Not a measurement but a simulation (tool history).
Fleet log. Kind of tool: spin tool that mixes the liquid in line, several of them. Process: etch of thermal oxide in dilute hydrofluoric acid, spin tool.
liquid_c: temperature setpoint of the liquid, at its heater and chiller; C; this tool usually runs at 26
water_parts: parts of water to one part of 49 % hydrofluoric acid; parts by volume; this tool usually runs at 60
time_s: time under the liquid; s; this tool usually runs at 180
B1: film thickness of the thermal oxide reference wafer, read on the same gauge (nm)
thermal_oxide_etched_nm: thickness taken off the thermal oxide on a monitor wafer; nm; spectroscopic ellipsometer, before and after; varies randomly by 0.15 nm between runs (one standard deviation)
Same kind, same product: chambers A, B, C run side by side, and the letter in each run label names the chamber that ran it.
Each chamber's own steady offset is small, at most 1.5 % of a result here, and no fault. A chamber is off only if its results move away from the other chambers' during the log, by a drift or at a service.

run 1C day=0.296 | liquid_c=26 water_parts=60 time_s=180 | B1=49.996 | thermal_oxide_etched_nm=16.705
run 2B day=0.554 | liquid_c=26 water_parts=60 time_s=180 | B1=49.947 | thermal_oxide_etched_nm=17.319
run 3A day=0.812 | liquid_c=26 water_parts=60 time_s=180 | B1=49.992 | thermal_oxide_etched_nm=17.152
run 4B day=1.212 | liquid_c=26 water_parts=60 time_s=180 | B1=50.012 | thermal_oxide_etched_nm=17.256
run 5A day=1.538 | liquid_c=26 water_parts=60 time_s=180 | B1=50.017 | thermal_oxide_etched_nm=17.197
run 6C day=1.858 | liquid_c=26 water_parts=60 time_s=180 | B1=49.969 | thermal_oxide_etched_nm=17.027
run 7A day=2.075 | liquid_c=26 water_parts=60 time_s=180 | B1=50.032 | thermal_oxide_etched_nm=17.219
run 8C day=2.5 | liquid_c=26 water_parts=40 time_s=245 | B1=50.041 | thermal_oxide_etched_nm=35.407
run 9B day=2.912 | liquid_c=26 water_parts=40 time_s=245 | B1=49.998 | thermal_oxide_etched_nm=35.781
run 10A day=3.342 | liquid_c=26 water_parts=40 time_s=245 | B1=50.017 | thermal_oxide_etched_nm=36.948
run 11C day=3.583 | liquid_c=26 water_parts=60 time_s=180 | B1=50.026 | thermal_oxide_etched_nm=16.506
-- day=3.7 chamber C: thermometer replaced
run 12B day=4.042 | liquid_c=26 water_parts=60 time_s=180 | B1=49.952 | thermal_oxide_etched_nm=17.299
run 13B day=4.479 | liquid_c=26 water_parts=60 time_s=180 | B1=50.031 | thermal_oxide_etched_nm=17.452
run 14A day=4.854 | liquid_c=26 water_parts=60 time_s=180 | B1=49.987 | thermal_oxide_etched_nm=17.156
run 15C day=5.192 | liquid_c=26 water_parts=75 time_s=215 | B1=50.02 | thermal_oxide_etched_nm=15.021
run 16C day=5.542 | liquid_c=26 water_parts=75 time_s=215 | B1=50.016 | thermal_oxide_etched_nm=14.98
run 17A day=5.996 | liquid_c=26 water_parts=75 time_s=215 | B1=50.049 | thermal_oxide_etched_nm=16.18
run 18B day=6.354 | liquid_c=26 water_parts=60 time_s=180 | B1=50.037 | thermal_oxide_etched_nm=17.304
run 19C day=6.567 | liquid_c=26 water_parts=60 time_s=180 | B1=50.008 | thermal_oxide_etched_nm=15.66
run 20B day=6.85 | liquid_c=26 water_parts=60 time_s=180 | B1=49.948 | thermal_oxide_etched_nm=17.128
run 21A day=7.121 | liquid_c=26 water_parts=60 time_s=180 | B1=49.982 | thermal_oxide_etched_nm=17.154
run 22B day=7.55 | liquid_c=26 water_parts=60 time_s=180 | B1=50.057 | thermal_oxide_etched_nm=17.356
run 23C day=7.838 | liquid_c=26 water_parts=60 time_s=180 | B1=49.992 | thermal_oxide_etched_nm=15.435
run 24A day=8.254 | liquid_c=26 water_parts=60 time_s=180 | B1=49.946 | thermal_oxide_etched_nm=17.105
run 25B day=8.621 | liquid_c=26 water_parts=45 time_s=180 | B1=49.999 | thermal_oxide_etched_nm=23.735

Predict what each chamber gives when all 3 of them run the settings below next.
run 26A day=8.958 | liquid_c=26 water_parts=60 time_s=145 | thermal_oxide_etched_nm=?
run 26B day=8.958 | liquid_c=26 water_parts=60 time_s=145 | thermal_oxide_etched_nm=?
run 26C day=8.958 | liquid_c=26 water_parts=60 time_s=145 | thermal_oxide_etched_nm=?

run=26A thermal_oxide_etched_nm=13.931
run=26B thermal_oxide_etched_nm=14.023
run=26C thermal_oxide_etched_nm=11.997

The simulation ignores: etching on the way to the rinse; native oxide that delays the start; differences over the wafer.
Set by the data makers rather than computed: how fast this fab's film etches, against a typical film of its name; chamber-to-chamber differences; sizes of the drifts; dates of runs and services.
